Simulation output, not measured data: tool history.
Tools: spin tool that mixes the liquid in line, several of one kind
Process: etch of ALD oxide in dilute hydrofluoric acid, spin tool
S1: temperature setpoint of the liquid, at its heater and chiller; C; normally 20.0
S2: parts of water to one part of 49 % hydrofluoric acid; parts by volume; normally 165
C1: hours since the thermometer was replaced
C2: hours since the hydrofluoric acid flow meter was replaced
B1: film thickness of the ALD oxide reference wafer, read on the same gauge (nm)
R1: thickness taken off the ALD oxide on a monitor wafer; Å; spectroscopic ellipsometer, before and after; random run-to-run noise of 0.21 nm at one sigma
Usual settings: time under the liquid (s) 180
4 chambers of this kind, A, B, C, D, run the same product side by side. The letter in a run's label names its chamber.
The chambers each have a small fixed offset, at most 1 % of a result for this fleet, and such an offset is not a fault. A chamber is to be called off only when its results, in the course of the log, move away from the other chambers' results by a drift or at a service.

{"run": "1D", "hour": 10.1, "S1": 20.0, "S2": 165, "time under the liquid (s)": 180, "C1": 1335.2, "C2": 1886.4, "B1": 140.02, "R1": 226.21}
{"run": "2B", "hour": 15.9, "S1": 20.0, "S2": 165, "time under the liquid (s)": 180, "C1": 1288.7, "C2": 207.6, "B1": 140.0, "R1": 222.59}
{"run": "3C", "hour": 27.0, "S1": 20.0, "S2": 165, "time under the liquid (s)": 180, "C1": 827.0, "C2": 1369.6, "B1": 140.0, "R1": 222.23}
{"run": "4A", "hour": 35.8, "S1": 20.0, "S2": 165, "time under the liquid (s)": 180, "C1": 42.1, "C2": 258.3, "B1": 140.01, "R1": 222.39}
{"run": "5B", "hour": 47.9, "S1": 20.0, "S2": 165, "time under the liquid (s)": 180, "C1": 1320.7, "C2": 239.6, "B1": 139.99, "R1": 220.78}
{"run": "6D", "hour": 59.7, "S1": 20.0, "S2": 165, "time under the liquid (s)": 180, "C1": 1384.8, "C2": 1936.0, "B1": 140.0, "R1": 224.36}
{"run": "7C", "hour": 67.4, "S1": 20.0, "S2": 165, "time under the liquid (s)": 180, "C1": 867.4, "C2": 1410.0, "B1": 140.01, "R1": 222.25}
{"run": "8A", "hour": 74.6, "S1": 20.0, "S2": 165, "time under the liquid (s)": 180, "C1": 80.9, "C2": 297.1, "B1": 139.99, "R1": 220.55}
{"run": "9B", "hour": 83.0, "S1": 20.0, "S2": 165, "time under the liquid (s)": 180, "C1": 1355.8, "C2": 274.7, "B1": 140.02, "R1": 224.34}
{"run": "10A", "hour": 89.7, "S1": 20.0, "S2": 165, "time under the liquid (s)": 180, "C1": 96.0, "C2": 312.2, "B1": 140.0, "R1": 225.9}
{"run": "11D", "hour": 101.7, "S1": 18.0, "S2": 165, "time under the liquid (s)": 90, "C1": 1426.8, "C2": 1978.0, "B1": 140.0, "R1": 103.95}
{"run": "12C", "hour": 107.4, "S1": 18.0, "S2": 165, "time under the liquid (s)": 90, "C1": 907.4, "C2": 1450.0, "B1": 140.0, "R1": 104.66}
{"run": "13B", "hour": 113.5, "S1": 18.0, "S2": 165, "time under the liquid (s)": 90, "C1": 1386.3, "C2": 305.2, "B1": 140.01, "R1": 101.78}
{"run": "14C", "hour": 123.5, "S1": 18.0, "S2": 165, "time under the liquid (s)": 90, "C1": 923.5, "C2": 1466.1, "B1": 140.01, "R1": 102.77}
{"run": "15D", "hour": 130.8, "S1": 20.0, "S2": 165, "time under the liquid (s)": 180, "C1": 1455.9, "C2": 2007.1, "B1": 139.98, "R1": 225.37}
{"run": "16A", "hour": 141.0, "S1": 20.0, "S2": 165, "time under the liquid (s)": 180, "C1": 147.3, "C2": 363.5, "B1": 139.99, "R1": 224.59}
{"run": "17D", "hour": 148.3, "S1": 22.5, "S2": 165, "time under the liquid (s)": 255, "C1": 1473.4, "C2": 2024.6, "B1": 140.02, "R1": 346.8}
{"run": "18B", "hour": 157.4, "S1": 22.5, "S2": 165, "time under the liquid (s)": 255, "C1": 1430.2, "C2": 349.1, "B1": 139.99, "R1": 349.02}
{"run": "19C", "hour": 163.1, "S1": 22.5, "S2": 165, "time under the liquid (s)": 255, "C1": 963.1, "C2": 1505.7, "B1": 139.99, "R1": 349.25}
{"run": "20A", "hour": 171.2, "S1": 22.5, "S2": 165, "time under the liquid (s)": 255, "C1": 177.5, "C2": 393.7, "B1": 139.98, "R1": 357.4}
{"run": "21B", "hour": 182.3, "S1": 20.0, "S2": 165, "time under the liquid (s)": 180, "C1": 1455.1, "C2": 374.0, "B1": 140.0, "R1": 221.0}
{"run": "22D", "hour": 192.9, "S1": 20.0, "S2": 165, "time under the liquid (s)": 180, "C1": 1518.0, "C2": 2069.2, "B1": 139.98, "R1": 227.49}
{"run": "23C", "hour": 203.1, "S1": 20.0, "S2": 105, "time under the liquid (s)": 180, "C1": 1003.1, "C2": 1545.7, "B1": 140.01, "R1": 368.42}
{"run": "24A", "hour": 215.2, "S1": 20.0, "S2": 105, "time under the liquid (s)": 180, "C1": 221.5, "C2": 437.7, "B1": 139.98, "R1": 384.12}
{"run": "25D", "hour": 224.9, "S1": 20.0, "S2": 105, "time under the liquid (s)": 180, "C1": 1550.0, "C2": 2101.2, "B1": 140.0, "R1": 382.04}
{"run": "26A", "hour": 235.7, "S1": 20.0, "S2": 105, "time under the liquid (s)": 180, "C1": 242.0, "C2": 458.2, "B1": 140.0, "R1": 397.05}
{"run": "27C", "hour": 244.5, "S1": 20.0, "S2": 165, "time under the liquid (s)": 180, "C1": 1044.5, "C2": 1587.1, "B1": 139.99, "R1": 223.38}
{"run": "28B", "hour": 256.2, "S1": 20.0, "S2": 165, "time under the liquid (s)": 180, "C1": 1529.0, "C2": 447.9, "B1": 140.01, "R1": 223.48}
{"run": "29C", "hour": 265.4, "S1": 20.0, "S2": 165, "time under the liquid (s)": 180, "C1": 1065.4, "C2": 1608.0, "B1": 140.01, "R1": 226.89}

Is one chamber off against the others, does the gauge drift, or is nothing wrong? If a chamber is off, say which, and what the likeliest cause is.

It is chamber A that slowly wanders off from its peers.
Most likely cause: hydrofluoric acid flow above the setpoint (%) = 6.35.
The log may not tell that from: liquid hotter than its thermometer reads (K).

Below are 4 candidate recipes for chamber A's next run, each the usual settings with a change, their results shown as question marks. Which of them brings A's results back in line with what the other chambers give on the usual settings?
In line means no further than this from the other chambers' mean on the usual settings: R1 7.40 Å
{"run": "30A-1", "hour": 274.4, "S1": 20.0, "S2": 185, "time under the liquid (s)": 180, "R1": "?"}
{"run": "30A-2", "hour": 274.4, "S1": 20.0, "S2": 165, "time under the liquid (s)": 170, "R1": "?"}
{"run": "30A-3", "hour": 274.4, "S1": 20.0, "S2": 155, "time under the liquid (s)": 190, "R1": "?"}
{"run": "30A-4", "hour": 274.4, "S1": 20.0, "S2": 160, "time under the liquid (s)": 185, "R1": "?"}

Average result of the remaining chambers running the usual settings: R1 223.20 Å
run=30A-1 R1=207.34
run=30A-2 R1=224.03
run=30A-3 R1=269.30
run=30A-4 R1=252.70
It is 30A-2 that realigns the chamber with its peers.

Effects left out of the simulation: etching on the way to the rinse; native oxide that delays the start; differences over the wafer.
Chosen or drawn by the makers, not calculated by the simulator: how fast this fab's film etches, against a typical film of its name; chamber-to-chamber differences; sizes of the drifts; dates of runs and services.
